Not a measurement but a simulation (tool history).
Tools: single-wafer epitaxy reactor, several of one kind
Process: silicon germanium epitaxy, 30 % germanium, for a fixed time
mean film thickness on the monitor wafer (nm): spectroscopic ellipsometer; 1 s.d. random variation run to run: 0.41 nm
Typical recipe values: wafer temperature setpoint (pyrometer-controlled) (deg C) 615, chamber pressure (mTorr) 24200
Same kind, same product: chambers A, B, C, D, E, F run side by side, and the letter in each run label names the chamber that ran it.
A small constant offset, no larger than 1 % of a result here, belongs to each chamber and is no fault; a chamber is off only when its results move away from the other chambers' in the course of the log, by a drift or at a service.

run   hour  wafer temperature setpoint (pyrometer-controlled) (deg C)  chamber pressure (mTorr)  hours since the last pyrometer calibration  hours since the last manometer calibration  read-back reference wafer on the same gauge, thickness_nm  mean film thickness on the monitor wafer (nm)
 1C    5.8                                                        615                     24200                                       206.3                                      2054.5                                                     91.467                                         83.744
 2F   16.3                                                        615                     24200                                       141.7                                        28.8                                                      91.53                                         83.794
 3E   22.7                                                        615                     24200                                        26.6                                       537.8                                                     91.505                                         84.222
 4D   35.6                                                        615                     24200                                      1080.7                                       742.4                                                     91.615                                         83.691
 5A   48.4                                                        615                     24200                                      1843.4                                      1131.8                                                      91.58                                          83.74
      52.3  -- chamber D: pyrometer calibrated
 6B   55.2                                                        615                     24200                                      1170.4                                        1158                                                     91.599                                         83.934
 7C   67.8                                                        615                     24200                                       268.3                                      2116.5                                                     91.418                                         84.034
 8F   79.1                                                        620                     18500                                       204.5                                        91.6                                                     91.494                                          81.28
 9D   90.7                                                        620                     18500                                        38.4                                       797.5                                                     91.466                                         81.972
10A    100                                                        620                     18500                                        1895                                      1183.4                                                     91.608                                         82.434
11E  111.6                                                        620                     18500                                       115.5                                       626.7                                                     91.488                                         81.969
12B  120.5                                                        620                     18500                                      1235.7                                      1223.3                                                     91.393                                         81.496
13A  129.5                                                        620                     18500                                      1924.5                                      1212.9                                                     91.494                                         81.895
14F  135.6                                                        615                     24200                                         261                                       148.1                                                     91.553                                         83.093
15B  143.7                                                        615                     24200                                      1258.9                                      1246.5                                                     91.441                                         83.034
16D  155.3                                                        615                     24200                                         103                                       862.1                                                     91.343                                         83.384
17E  165.1                                                        615                     24200                                         169                                       680.2                                                     91.519                                         82.822
18C  172.8                                                        602                     24200                                       373.3                                      2221.5                                                      91.54                                         66.305
19B  180.7                                                        602                     24200                                      1295.9                                      1283.5                                                     91.374                                         67.028
20F  188.8                                                        602                     24200                                       314.2                                       201.3                                                     91.531                                           65.5
21D  200.7                                                        602                     24200                                       148.4                                       907.5                                                     91.527                                         66.603
22E  209.5                                                        602                     24200                                       213.4                                       724.6                                                     91.451                                         65.977
23C  219.6                                                        602                     24200                                       420.1                                      2268.3                                                     91.548                                         66.781
24A  226.8                                                        615                     24200                                      2021.8                                      1310.2                                                     91.528                                         83.483
25F  235.8                                                        615                     24200                                       361.2                                       248.3                                                     91.422                                         82.982
26D  248.1                                                        615                     24200                                       195.8                                       954.9                                                     91.383                                         84.403
27A  255.3                                                        615                     24200                                      2050.3                                      1338.7                                                     91.444                                         84.354
28E  262.4                                                        615                     29000                                       266.3                                       777.5                                                     91.509                                         89.774
29C  273.8                                                        615                     29000                                       474.3                                      2322.5                                                     91.594                                         89.944
30B  284.1                                                        615                     29000                                      1399.3                                      1386.9                                                     91.508                                         89.312
31E  295.7                                                        615                     29000                                       299.6                                       810.8                                                      91.57                                          89.89
32B  308.1                                                        615                     29000                                      1423.3                                      1410.9                                                     91.406                                         90.114
33A  317.3                                                        615                     29000                                      2112.3                                      1400.7                                                      91.53                                         91.048
34F  328.8                                                        615                     24200                                       454.2                                       341.3                                                     91.458                                         83.714
35C  337.1                                                        615                     24200                                       537.6                                      2385.8                                                     91.578                                         84.195
36D  349.8                                                        615                     24200                                       297.5                                      1056.6                                                     91.488                                         84.297
37B  360.6                                                        615                     24200                                      1475.8                                      1463.4                                                     91.433                                         83.211

One chamber off, gauge drift, or nothing amiss beyond the chambers' own small offsets? If it is a chamber, which one, and what is the likeliest cause?

The fleet is healthy, with each chamber sitting at its usual small offset and no drift in the gauge.

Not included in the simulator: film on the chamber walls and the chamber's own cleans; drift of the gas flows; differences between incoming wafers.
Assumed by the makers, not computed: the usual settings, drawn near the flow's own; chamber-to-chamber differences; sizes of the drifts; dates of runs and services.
